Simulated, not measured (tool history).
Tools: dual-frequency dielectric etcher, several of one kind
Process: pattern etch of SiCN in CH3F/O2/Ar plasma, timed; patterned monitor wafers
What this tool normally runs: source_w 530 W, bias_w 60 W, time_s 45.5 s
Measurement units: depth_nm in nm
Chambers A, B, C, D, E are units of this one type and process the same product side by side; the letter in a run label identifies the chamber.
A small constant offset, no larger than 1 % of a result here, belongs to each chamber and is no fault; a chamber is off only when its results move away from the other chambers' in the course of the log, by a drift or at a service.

run	day	source_w	bias_w	time_s	read-back reference wafer on the same gauge, depth_nm	depth_nm
1D	0.538	530	60	45.5	21.278	17.737
2E	0.95	530	60	45.5	21.295	17.991
3C	1.325	530	60	45.5	21.314	17.902
# day 1.533: chamber D: bias power generator calibrated
4A	1.788	530	60	45.5	21.288	17.902
5B	2.292	530	60	45.5	21.298	17.988
# day 2.45: chamber D: wet clean of the chamber
6C	2.671	530	60	45.5	21.289	17.866
7B	3.217	530	60	45.5	21.302	17.807
8E	3.812	530	60	45.5	21.301	17.988
9A	4.133	530	60	45.5	21.309	17.863
10D	4.492	530	60	45.5	21.298	17.723
11D	4.95	530	60	45.5	21.3	17.745
12E	5.588	530	60	45.5	21.301	18.054
# day 6.046: chamber A: source power generator calibrated
13B	6.162	530	60	45.5	21.274	18.057
# day 6.554: chamber E: wet clean of the chamber
14C	6.804	630	51	45.5	21.286	18.168
15A	7.15	630	51	45.5	21.3	18.267
16A	7.717	630	51	45.5	21.322	18.068
# day 8: chamber D: source power generator calibrated
17E	8.204	630	51	45.5	21.292	17.284
18D	8.729	630	51	45.5	21.289	18.127
19C	9.079	530	60	45.5	21.287	17.887
20B	9.542	530	60	45.5	21.3	18.022
# day 9.558: chamber C: wet clean of the chamber
21D	10.167	530	60	52.5	21.326	20.661
22C	10.717	530	60	52.5	21.298	20.686
23A	11.217	530	60	52.5	21.31	20.64
24E	11.517	530	60	52.5	21.312	19.602
25B	11.958	530	60	52.5	21.299	20.499
26E	12.512	530	60	45.5	21.309	17.11
27C	12.829	530	60	45.5	21.297	17.837
28A	13.283	530	60	45.5	21.298	17.935
29B	13.633	530	60	45.5	21.291	18.045
30D	14.117	470	60	56	21.293	20.912
31E	14.504	470	60	56	21.306	20.024
32B	14.912	470	60	56	21.289	20.977
33D	15.338	470	60	56	21.286	20.909
34A	15.725	470	60	56	21.297	20.96
35C	16.333	630	73	45.5	21.302	20.444
36B	16.696	630	73	45.5	21.282	20.456
37D	17.125	630	73	45.5	21.312	20.226
38C	17.421	630	73	45.5	21.302	20.362
# day 17.9: chamber A: wet clean of the chamber
39E	17.933	630	73	45.5	21.275	19.413
40A	18.325	530	60	45.5	21.291	17.935
41E	18.954	530	60	45.5	21.278	17.066
42B	19.4	530	60	45.5	21.3	17.861
43C	19.967	530	60	45.5	21.302	17.931
44A	20.517	650	60	45.5	21.28	19.327

Read the log: is a single chamber off, either drifting away or since a service, is the gauge that measures every chamber drifting, or is nothing wrong beyond small per-chamber offsets? Name any odd chamber and what most likely caused it.

Chamber E came out of a service off from its peers and stayed that way.
Cause: etch rate under this chamber's usual, % = 5.01.

Here are 4 candidates for chamber E's next run, each the usual settings with a change, their results left as question marks. Which one brings its results back in line with what the others give on the usual settings?
To be in line, a result may differ from the other chambers' mean on the usual settings by at most: depth_nm 0.23 nm
45E-1	20.979	470	60	45.5		?
45E-2	20.979	530	60	46.5		?
45E-3	20.979	530	60	44.5		?
45E-4	20.979	530	61	47.5		?

On the usual settings, the other chambers give on average: depth_nm 17.89 nm
run	depth_nm
45E-1	16.287
45E-2	17.418
45E-3	16.669
45E-4	17.889
With 45E-4, the chamber falls back in line with the rest.
